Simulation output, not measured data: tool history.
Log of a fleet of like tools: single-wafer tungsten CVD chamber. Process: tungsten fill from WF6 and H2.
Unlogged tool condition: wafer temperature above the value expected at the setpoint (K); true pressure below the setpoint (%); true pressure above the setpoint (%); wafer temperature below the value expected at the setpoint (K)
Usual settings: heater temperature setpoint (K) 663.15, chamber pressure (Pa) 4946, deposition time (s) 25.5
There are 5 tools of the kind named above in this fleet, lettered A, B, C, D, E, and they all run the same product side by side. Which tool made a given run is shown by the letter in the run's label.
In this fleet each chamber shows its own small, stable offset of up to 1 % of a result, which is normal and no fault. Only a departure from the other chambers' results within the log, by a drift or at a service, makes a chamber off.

run   hour  heater temperature setpoint (K)  chamber pressure (Pa)  deposition time (s)  hours since the last thermocouple change  hours since the last manometer calibration  read-back reference wafer on the same gauge, thickness_nm  mean film thickness on the monitor wafer (angstrom)
 1A    8.4                           663.15                   4946                 25.5                                      75.5                                      1341.6                                                     57.265                                                673.8
 2B   17.7                           663.15                   4946                 25.5                                     584.5                                       312.9                                                     57.267                                               675.85
 3E   26.4                           663.15                   4946                 25.5                                    1395.7                                      2445.4                                                     57.278                                                680.1
 4D   32.6                           663.15                   4946                 25.5                                       382                                       311.9                                                     57.308                                               684.69
 5C   46.5                           663.15                   4946                 25.5                                     109.6                                      3201.8                                                     57.308                                               676.26
 6D   56.1                           663.15                   4946                 25.5                                     405.5                                       335.4                                                     57.291                                               683.47
 7C   69.4                           663.15                   4946                 25.5                                     132.5                                      3224.7                                                       57.3                                               677.48
 8E   75.7                           663.15                   4946                 25.5                                      1445                                      2494.7                                                     57.287                                               681.39
 9B   85.9                           663.15                   4946                 25.5                                     652.7                                       381.1                                                     57.278                                               673.49
10A   96.3                           663.15                   4946                 25.5                                     163.4                                      1429.5                                                       57.3                                               673.95
11B  102.9                           663.15                   4946                 25.5                                     669.7                                       398.1                                                     57.284                                               677.56
12E  113.9                           656.15                   4946                 25.5                                    1483.2                                      2532.9                                                      57.29                                               590.09
13D  126.3                           656.15                   4946                 25.5                                     475.7                                       405.6                                                     57.314                                               594.27
14A  133.7                           656.15                   4946                 25.5                                     200.8                                      1466.9                                                     57.301                                               586.09
15C  141.1                           656.15                   4946                 25.5                                     204.2                                      3296.4                                                     57.327                                               586.17
     153.3  -- chamber C: capacitance manometer re-zeroed and calibrated
16E  153.4                           656.15                   4946                 25.5                                    1522.7                                      2572.4                                                     57.282                                               588.01
17A  161.7                           663.15                   4946                 25.5                                     228.8                                      1494.9                                                     57.313                                               673.12
18B    171                           663.15                   4946                 25.5                                     737.8                                       466.2                                                     57.314                                               673.35
19D  184.2                           663.15                   4946                 25.5                                     533.6                                       463.5                                                     57.279                                               685.22
20C  195.7                           663.15                   4946                 25.5                                     258.8                                        42.4                                                     57.269                                                677.2
21A  209.6                           663.15                   4946                 25.5                                     276.7                                      1542.8                                                     57.279                                               673.48
22D  223.8                           663.15                   4946                 25.5                                     573.2                                       503.1                                                     57.322                                               682.99
23E  234.6                           663.15                   4946                 25.5                                    1603.9                                      2653.6                                                      57.29                                               679.91
24B  242.8                           663.15                   4946                 25.5                                     809.6                                         538                                                     57.335                                               675.86
25C  252.6                           663.15                   4946                 25.5                                     315.7                                        99.3                                                     57.309                                               674.57
26E  261.6                           663.15                   4946                 25.5                                    1630.9                                      2680.6                                                     57.302                                               680.62
       263  -- chamber E: capacitance manometer re-zeroed and calibrated
27A  270.6                           663.15                   4946                 25.5                                     337.7                                      1603.8                                                     57.279                                               672.86
28B  280.1                           663.15                   4946                 25.5                                     846.9                                       575.3                                                     57.297                                               673.09
29D  294.2                           668.15                   4946                 25.5                                     643.6                                       573.5                                                     57.284                                               751.97
30C  305.8                           668.15                   4946                 25.5                                     368.9                                       152.5                                                     57.331                                               743.89
31A  316.3                           668.15                   4946                 25.5                                     383.4                                      1649.5                                                     57.306                                               738.26
32D  327.8                           668.15                   4946                 25.5                                     677.2                                       607.1                                                     57.288                                               753.39
33E    336                           668.15                   4946                 25.5                                    1705.3                                        73.1                                                     57.296                                               746.78
34B  347.7                           663.15                   4946                 25.5                                     914.5                                       642.9                                                     57.297                                               674.72
35C  357.7                           663.15                   6133                 25.5                                     420.8                                       204.4                                                       57.3                                               745.81
36E  364.8                           663.15                   6133                 25.5                                    1734.1                                       101.9                                                     57.293                                                751.5
37B  375.3                           663.15                   6133                 25.5                                     942.1                                       670.5                                                     57.303                                               747.53

Read the log: is a single chamber off, either drifting away or since a service, is the gauge that measures every chamber drifting, or is nothing wrong beyond small per-chamber offsets? Name any odd chamber and what most likely caused it.

No chamber is off and the gauge is stable; the differences are just each chamber's small, constant offset.
